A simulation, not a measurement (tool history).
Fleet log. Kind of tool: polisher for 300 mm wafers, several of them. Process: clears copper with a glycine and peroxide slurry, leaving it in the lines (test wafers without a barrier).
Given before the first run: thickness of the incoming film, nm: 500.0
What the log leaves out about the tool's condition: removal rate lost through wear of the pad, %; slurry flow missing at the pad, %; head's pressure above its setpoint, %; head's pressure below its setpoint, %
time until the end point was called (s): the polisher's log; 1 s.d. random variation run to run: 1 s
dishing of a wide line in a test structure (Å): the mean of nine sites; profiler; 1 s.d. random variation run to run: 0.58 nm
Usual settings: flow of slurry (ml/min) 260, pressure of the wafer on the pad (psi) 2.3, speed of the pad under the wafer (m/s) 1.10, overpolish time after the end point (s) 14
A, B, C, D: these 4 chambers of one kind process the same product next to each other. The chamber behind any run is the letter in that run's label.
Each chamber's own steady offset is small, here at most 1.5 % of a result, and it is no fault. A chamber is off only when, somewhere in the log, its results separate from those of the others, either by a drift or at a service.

run     day  flow of slurry (ml/min)  pressure of the wafer on the pad (psi)  speed of the pad under the wafer (m/s)  overpolish time after the end point (s)  wafers polished on this pad  hours since the slurry nozzle was cleaned  hours since the head pressure was calibrated  time until the end point was called (s)  dishing of a wide line in a test structure (Å)
      0.388  -- chamber A: worn pad replaced by a new one
 1B   0.600                      260                                     2.3                                    1.10                                       14                          546                                      144.9                                          40.3                                   92.332                                          463.01
      0.654  -- chamber D: worn pad replaced by a new one
      0.817  -- chamber B: worn pad replaced by a new one
 2A   0.871                      260                                     2.3                                    1.10                                       14                           73                                      499.5                                         224.8                                   91.082                                          450.17
      1.421  -- chamber C: worn pad replaced by a new one
 3D   1.462                      260                                     2.3                                    1.10                                       14                          122                                      188.8                                         483.2                                   91.109                                          452.23
 4C   1.967                      260                                     2.3                                    1.10                                       14                           83                                      230.2                                         976.0                                   91.429                                          459.79
      2.129  -- chamber D: slurry nozzle cleaned
 5A   2.304                      260                                     2.3                                    1.10                                       14                          290                                      533.9                                         259.2                                   90.840                                          468.64
      2.479  -- chamber C: slurry nozzle cleaned
 6D   2.604                      260                                     2.3                                    1.10                                       14                          295                                       11.5                                         510.6                                   90.679                                          448.42
 7B   3.092                      260                                     2.3                                    1.10                                       14                          344                                      204.7                                         100.1                                   93.030                                          465.67
 8C   3.667                      260                                     2.3                                    1.10                                       14                          339                                       28.5                                        1016.8                                   90.513                                          465.74
      3.821  -- chamber D: worn pad replaced by a new one
 9C   3.967                      260                                     2.3                                    1.10                                       14                          385                                       35.7                                        1024.0                                   91.035                                          464.91
      4.038  -- chamber A: worn pad replaced by a new one
10B   4.329                      260                                     2.3                                    1.10                                       14                          531                                      234.4                                         129.8                                   91.505                                          459.17
11D   4.796                      260                                     2.3                                    1.10                                       14                          147                                       64.1                                         563.2                                   91.196                                          456.30
12A   5.208                      260                                     2.3                                    1.10                                       14                          177                                      603.6                                         328.9                                   90.855                                          446.44
      5.358  -- chamber A: head pressure recalibrated
13A   5.525                      260                                     2.3                                    1.10                                       14                          225                                      611.2                                           4.1                                   91.219                                          451.41
      5.558  -- chamber B: worn pad replaced by a new one
14D   6.088                      260                                     2.3                                    1.10                                       14                          342                                       95.1                                         594.2                                   90.471                                          463.59
      6.654  -- chamber A: slurry nozzle cleaned
15B   6.675                      260                                     2.3                                    1.10                                       14                          168                                      290.7                                         186.1                                   91.274                                          453.01
      6.767  -- chamber D: worn pad replaced by a new one
      7.004  -- chamber C: head pressure recalibrated
16C   7.100                      260                                     2.3                                    1.10                                       14                          858                                      110.9                                           2.3                                   88.865                                          466.46
      7.425  -- chamber A: worn pad replaced by a new one
17C   7.625                      260                                     2.3                                    1.10                                       14                          938                                      123.5                                          14.9                                   89.558                                          463.07
18A   7.896                      260                                     1.8                                    0.96                                       14                           71                                       29.8                                          61.0                                  121.230                                          372.63
      7.900  -- chamber B: slurry nozzle cleaned
19D   8.283                      260                                     1.8                                    0.96                                       14                          229                                      147.8                                         646.9                                  122.210                                          362.12
20B   8.754                      260                                     1.8                                    0.96                                       14                          483                                       20.6                                         236.0                                  125.120                                          384.63
21A   9.221                      260                                     1.8                                    0.96                                       14                          271                                       61.6                                          92.8                                  120.370                                          361.72
      9.475  -- chamber B: worn pad replaced by a new one
      9.650  -- chamber C: worn pad replaced by a new one
22C   9.762                      260                                     2.0                                    1.10                                        8                           17                                      174.8                                          66.2                                  100.160                                          265.11
23D  10.092                      260                                     2.0                                    1.10                                        8                          502                                      191.2                                         690.3                                  103.400                                          274.89
     10.129  -- chamber D: worn pad replaced by a new one
24B  10.596                      260                                     2.0                                    1.10                                        8                          169                                       64.8                                         280.2                                  101.880                                          274.26
     10.671  -- chamber A: worn pad replaced by a new one
25D  10.904                      260                                     2.0                                    1.10                                        8                          117                                      210.7                                         709.8                                  102.480                                          261.52
26C  11.279                      260                                     2.3                                    1.10                                       14                          246                                      211.2                                         102.6                                   90.764                                          457.11
27B  11.538                      260                                     2.3                                    1.10                                       14                          312                                       87.4                                         302.8                                   90.927                                          466.45
28A  11.904                      260                                     2.3                                    1.10                                       14                          186                                      126.0                                         157.2                                   92.643                                          463.13
29A  12.396                      260                                     2.3                                    1.10                                       14                          260                                      137.8                                         169.0                                   90.661                                          453.41
     12.604  -- chamber D: slurry nozzle cleaned
30B  12.679                      260                                     1.9                                    1.28                                       14                          484                                      114.8                                         330.2                                   94.927                                          455.10
31D  13.267                      260                                     1.9                                    1.28                                       14                          474                                       15.9                                         766.5                                   94.958                                          428.59
32C  13.625                      260                                     1.9                                    1.28                                       14                          600                                      267.5                                         158.9                                   92.254                                          437.14

Does one chamber stand apart from the rest, does the shared gauge drift, or is all well apart from small per-chamber offsets? Give the chamber and the most likely cause, where there is one.

No chamber is off and the gauge is stable; the differences are just each chamber's small, constant offset.

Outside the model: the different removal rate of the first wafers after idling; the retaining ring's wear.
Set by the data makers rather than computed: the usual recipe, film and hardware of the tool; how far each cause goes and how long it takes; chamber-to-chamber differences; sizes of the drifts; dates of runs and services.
